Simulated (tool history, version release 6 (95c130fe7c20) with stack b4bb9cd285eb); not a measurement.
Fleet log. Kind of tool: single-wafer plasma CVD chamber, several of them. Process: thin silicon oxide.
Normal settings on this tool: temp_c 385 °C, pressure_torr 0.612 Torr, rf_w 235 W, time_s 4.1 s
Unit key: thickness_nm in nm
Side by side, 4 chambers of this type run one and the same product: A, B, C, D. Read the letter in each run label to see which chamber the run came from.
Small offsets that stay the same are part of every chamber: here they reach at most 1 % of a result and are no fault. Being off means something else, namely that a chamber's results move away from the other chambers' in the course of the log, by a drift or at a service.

| run | hour | temp_c | pressure_torr | rf_w | time_s | hours since the last thermocouple change | hours since the last RF generator calibration | hours since the last manometer calibration | read-back reference wafer on the same gauge, thickness_nm | thickness_nm |
|---|---|---|---|---|---|---|---|---|---|---|
| 1C | 4.9 | 385 | 0.612 | 235 | 4.1 | 496.1 | 305.7 | 922.9 | 5.1992 | 5.1189 |
| 2B | 11.6 | 385 | 0.612 | 235 | 4.1 | 748.5 | 1158.2 | 1004.7 | 5.1983 | 5.2282 |
| 3D | 17.8 | 385 | 0.612 | 235 | 4.1 | 308.1 | 144.3 | 1157 | 5.1984 | 5.2414 |
| 4A | 23.1 | 385 | 0.612 | 235 | 4.1 | 589.5 | 1983.6 | 729.1 | 5.1996 | 5.2212 |
|  | 27.3 | chamber B: capacitance manometer re-zeroed and calibrated |
| 5A | 29.6 | 378 | 0.612 | 255 | 4.1 | 596 | 1990.1 | 735.6 | 5.2016 | 5.4243 |
| 6C | 39.4 | 378 | 0.612 | 255 | 4.1 | 530.6 | 340.2 | 957.4 | 5.202 | 5.3239 |
| 7B | 45.6 | 378 | 0.612 | 255 | 4.1 | 782.5 | 1192.2 | 18.4 | 5.1968 | 5.4553 |
| 8D | 50.2 | 378 | 0.612 | 255 | 4.1 | 340.5 | 176.7 | 1189.4 | 5.1972 | 5.4118 |
| 9D | 54.6 | 385 | 0.612 | 235 | 4.1 | 344.9 | 181.1 | 1193.8 | 5.2012 | 5.2511 |
| 10C | 60.2 | 385 | 0.612 | 235 | 4.1 | 551.4 | 361 | 978.2 | 5.1976 | 5.1167 |
| 11A | 66.1 | 385 | 0.612 | 235 | 4.1 | 632.5 | 2026.6 | 772.1 | 5.2051 | 5.1892 |
|  | 68.3 | chamber B: RF generator calibrated |
|  | 69.4 | chamber A: RF generator calibrated |
| 12B | 74.1 | 385 | 0.612 | 235 | 4.1 | 811 | 5.9 | 46.9 | 5.1963 | 5.2074 |
| 13C | 83.1 | 385 | 0.612 | 235 | 4.1 | 574.3 | 383.9 | 1001.1 | 5.1982 | 5.0983 |
| 14B | 89.9 | 385 | 0.612 | 235 | 4.1 | 826.8 | 21.7 | 62.7 | 5.2006 | 5.1772 |
| 15D | 97.5 | 385 | 0.612 | 235 | 4.1 | 387.8 | 224 | 1236.7 | 5.2041 | 5.2299 |
|  | 101.2 | chamber D: capacitance manometer re-zeroed and calibrated |
| 16A | 104.2 | 385 | 0.612 | 235 | 4.1 | 670.6 | 34.8 | 810.2 | 5.1974 | 5.2122 |
| 17D | 111.4 | 385 | 0.612 | 235 | 4.1 | 401.7 | 237.9 | 10.3 | 5.1926 | 5.3973 |
| 18A | 116 | 385 | 0.612 | 215 | 4.1 | 682.4 | 46.6 | 822 | 5.1976 | 5.01 |
| 19C | 122.6 | 385 | 0.612 | 215 | 4.1 | 613.8 | 423.4 | 1040.6 | 5.1997 | 4.9148 |
| 20B | 129.2 | 385 | 0.612 | 215 | 4.1 | 866.1 | 61 | 102 | 5.2037 | 4.9758 |
| 21B | 135.8 | 385 | 0.612 | 215 | 4.1 | 872.7 | 67.6 | 108.6 | 5.2 | 4.9688 |
| 22C | 142.8 | 385 | 0.612 | 235 | 4.1 | 634 | 443.6 | 1060.8 | 5.1965 | 5.1528 |
| 23D | 152.7 | 385 | 0.612 | 235 | 4.1 | 443 | 279.2 | 51.6 | 5.2003 | 5.3837 |
| 24A | 159.9 | 385 | 0.612 | 235 | 4.1 | 726.3 | 90.5 | 865.9 | 5.2042 | 5.2034 |

Next, all 4 chambers run the settings below, one line each with question marks for the results. What does each chamber give?
| 25A | 167 | 385 | 0.552 | 235 | 4.1 |  |  |  |  | ? |
| 25B | 167 | 385 | 0.552 | 235 | 4.1 |  |  |  |  | ? |
| 25C | 167 | 385 | 0.552 | 235 | 4.1 |  |  |  |  | ? |
| 25D | 167 | 385 | 0.552 | 235 | 4.1 |  |  |  |  | ? |

| run | thickness_nm |
|---|---|
| 25A | 4.6633 |
| 25B | 4.6617 |
| 25C | 4.6136 |
| 25D | 4.8299 |
